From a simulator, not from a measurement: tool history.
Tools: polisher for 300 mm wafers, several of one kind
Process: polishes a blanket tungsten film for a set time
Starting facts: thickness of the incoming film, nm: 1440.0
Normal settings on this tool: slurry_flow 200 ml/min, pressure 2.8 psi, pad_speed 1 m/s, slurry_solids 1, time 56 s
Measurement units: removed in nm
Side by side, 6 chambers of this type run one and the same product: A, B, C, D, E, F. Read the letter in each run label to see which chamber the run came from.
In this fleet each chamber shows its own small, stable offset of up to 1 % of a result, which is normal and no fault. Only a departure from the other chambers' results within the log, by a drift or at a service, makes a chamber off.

run	hour	slurry_flow	pressure	pad_speed	slurry_solids	time	wafers polished on this pad	hours since the slurry nozzle was cleaned	hours since the head pressure was calibrated	hours since the slurry blender was calibrated	hours since the slurry got fresh peroxide	removed
1B	6.6	200	2.8	1	1	56	669	225.2	527.1	43.6	63.6	209.49
# hour 7.5: chamber C: worn pad replaced by a new one
# hour 12: chamber A: head pressure recalibrated
# hour 14.3: chamber C: slurry nozzle cleaned
# hour 14.6: chamber D: slurry blender recalibrated
# hour 18: chamber F: slurry blender recalibrated
2A	19.8	200	2.8	1	1	56	524	78.3	7.9	352.4	88.7	208.71
# hour 26.1: chamber A: slurry tank refilled with fresh slurry and peroxide
# hour 29: chamber D: slurry tank refilled with fresh slurry and peroxide
3F	31.2	200	2.8	1	1	56	1098	34.6	686.5	13.3	85.5	211.31
# hour 36: chamber A: slurry blender recalibrated
# hour 40.5: chamber B: worn pad replaced by a new one
# hour 42.2: chamber F: worn pad replaced by a new one
4D	43.1	200	2.8	1	1	56	1307	753.7	237.2	28.6	14.2	208.4
5E	51	200	2.8	1	1	56	829	268.2	998.2	55.1	73.9	206.16
# hour 51.1: chamber E: slurry tank refilled with fresh slurry and peroxide
# hour 51.2: chamber D: worn pad replaced by a new one
6C	57.8	200	2.8	1	1	56	746	43.6	957.6	91.9	102.2	207.56
# hour 60: chamber D: slurry nozzle cleaned
# hour 62.8: chamber C: head pressure recalibrated
7C	68.1	200	2.8	1	1	56	899	53.9	5.4	102.2	112.5	208.79
# hour 72: chamber A: worn pad replaced by a new one
# hour 72.2: chamber E: worn pad replaced by a new one
8A	75.5	200	2.8	1	1	56	52	134	63.6	39.5	49.4	209.75
# hour 77.7: chamber B: slurry tank refilled with fresh slurry and peroxide
9F	84.5	200	2.8	1	1	56	628	87.9	739.8	66.6	138.8	210.13
# hour 91.3: chamber C: worn pad replaced by a new one
10E	91.9	200	2.8	1	1	56	292	309.1	1039.1	96	40.8	207.74
11B	98.2	200	2.8	1	1	56	856	316.8	618.7	135.2	20.6	209.4
# hour 100.8: chamber C: slurry tank refilled with fresh slurry and peroxide
# hour 102.4: chamber F: slurry tank refilled with fresh slurry and peroxide
# hour 107.5: chamber D: slurry tank refilled with fresh slurry and peroxide
# hour 109: chamber F: worn pad replaced by a new one
# hour 109.4: chamber B: worn pad replaced by a new one
12D	111	200	2.8	1	1	56	887	51.1	305.1	96.5	3.6	208.17
# hour 117.6: chamber D: slurry blender recalibrated
# hour 118.9: chamber A: slurry tank refilled with fresh slurry and peroxide
13A	124.2	200	2.8	1	1	56	774	182.7	112.3	88.2	5.4	209.63
# hour 129.8: chamber D: worn pad replaced by a new one
14D	136.6	200	2.8	1	1	56	101	76.7	330.7	19.1	29.2	207.81
# hour 136.9: chamber E: slurry tank refilled with fresh slurry and peroxide
15B	145.4	200	2.8	1	1	56	534	364	665.9	182.4	67.8	210.27
# hour 146.3: chamber E: worn pad replaced by a new one
# hour 154.4: chamber A: worn pad replaced by a new one
16F	157.3	200	2.8	1	1	56	716	160.7	812.6	139.4	54.9	209.78
# hour 163.6: chamber C: worn pad replaced by a new one
17C	164.1	200	2.8	1	1	56	8	149.9	101.4	198.2	63.3	209.29
18E	176.9	200	2.8	1	1	56	454	394.1	1124.1	181	40.1	209.16
# hour 179.5: chamber D: slurry tank refilled with fresh slurry and peroxide
19D	184.6	200	2.8	1	0.75	56	813	124.7	378.7	67.1	5.1	195.8
# hour 184.8: chamber B: worn pad replaced by a new one
20B	190.6	200	2.8	1	0.75	56	86	409.2	711.1	227.6	113	194.26
# hour 195.6: chamber F: worn pad replaced by a new one
# hour 198.5: chamber B: slurry blender recalibrated
21C	199.2	200	2.8	1	0.75	56	528	185	136.5	233.3	98.4	195.94
# hour 211.7: chamber B: slurry tank refilled with fresh slurry and peroxide
22F	212.7	200	2.8	1	0.75	56	254	216.1	868	194.8	110.3	192.96
# hour 218.6: chamber E: head pressure recalibrated
# hour 219.2: chamber A: slurry tank refilled with fresh slurry and peroxide
# hour 219.2: chamber D: worn pad replaced by a new one
# hour 220.4: chamber A: worn pad replaced by a new one
23A	221.2	200	2.8	1	0.75	56	11	279.7	209.3	185.2	2.1	195.82
# hour 221.6: chamber E: slurry tank refilled with fresh slurry and peroxide
24E	227.4	200	2.8	1	0.75	56	1202	444.6	8.8	231.5	5.8	193.36
# hour 228.3: chamber F: slurry blender recalibrated
# hour 230.6: chamber E: worn pad replaced by a new one
# hour 232.7: chamber F: slurry nozzle cleaned
25C	234	200	2.8	0.74	1	56	1044	219.8	171.3	268.1	133.2	153.24
# hour 241.7: chamber C: worn pad replaced by a new one
# hour 245.3: chamber D: slurry blender recalibrated
# hour 245.8: chamber C: slurry tank refilled with fresh slurry and peroxide
26A	246.6	200	2.8	0.74	1	56	388	305.1	234.7	210.6	27.5	154.67
27E	252.6	200	2.8	0.74	1	56	327	469.8	34	256.7	31	153.09
28D	265.5	200	2.8	0.74	1	56	686	205.6	459.6	20.2	86	151.56
# hour 266.1: chamber D: slurry tank refilled with fresh slurry and peroxide
# hour 267.8: chamber F: worn pad replaced by a new one
# hour 272.1: chamber B: worn pad replaced by a new one
29F	279	200	2.8	0.74	1	56	167	46.3	934.3	50.7	176.6	157.03
# hour 281.1: chamber C: slurry blender recalibrated
# hour 285.2: chamber A: worn pad replaced by a new one
30B	292.1	200	2.8	0.74	1	56	296	510.7	812.6	93.7	80.5	149.05
# hour 296.8: chamber F: slurry tank refilled with fresh slurry and peroxide
31D	298.6	200	2.8	1	1	56	1177	238.7	492.7	53.3	32.5	208.95
# hour 301.8: chamber D: worn pad replaced by a new one
# hour 302.8: chamber E: slurry tank refilled with fresh slurry and peroxide
32A	308.9	200	2.8	1	1	56	351	367.4	297	272.9	89.8	207.39
# hour 310.3: chamber E: worn pad replaced by a new one
# hour 317.4: chamber C: worn pad replaced by a new one
33C	321.2	200	2.8	1	1	56	56	307	258.5	40.1	75.5	208.16
34F	332	200	2.8	1	1	56	952	99.3	987.3	103.7	35.2	207.94
# hour 332.4: chamber B: slurry tank refilled with fresh slurry and peroxide
35E	341.4	200	2.8	1	1	56	461	558.6	122.8	345.5	38.6	208.24
# hour 343.8: chamber D: slurry blender recalibrated
# hour 348.4: chamber D: slurry tank refilled with fresh slurry and peroxide
# hour 350: chamber B: worn pad replaced by a new one
36B	350.6	250	2.8	0.72	1	56	9	569.2	871.1	152.2	18.3	144.82
# hour 357.3: chamber E: slurry blender recalibrated
37C	361.8	250	2.8	0.72	1	56	658	347.6	299.1	80.7	116.1	154.14
38E	371.6	250	2.8	0.72	1	56	909	588.8	153	14.4	68.8	155.54
39D	381	250	2.8	0.72	1	56	1174	321.1	575.1	37.2	32.7	153.66

All 6 chambers run these settings next. Forecast each chamber's results:
40A	390.8	200	2.8	1	1	56						?
40B	390.8	200	2.8	1	1	56						?
40C	390.8	200	2.8	1	1	56						?
40D	390.8	200	2.8	1	1	56						?
40E	390.8	200	2.8	1	1	56						?
40F	390.8	200	2.8	1	1	56						?

run	removed
40A	208.4
40B	196.46
40C	209.19
40D	209.36
40E	206.75
40F	210.66

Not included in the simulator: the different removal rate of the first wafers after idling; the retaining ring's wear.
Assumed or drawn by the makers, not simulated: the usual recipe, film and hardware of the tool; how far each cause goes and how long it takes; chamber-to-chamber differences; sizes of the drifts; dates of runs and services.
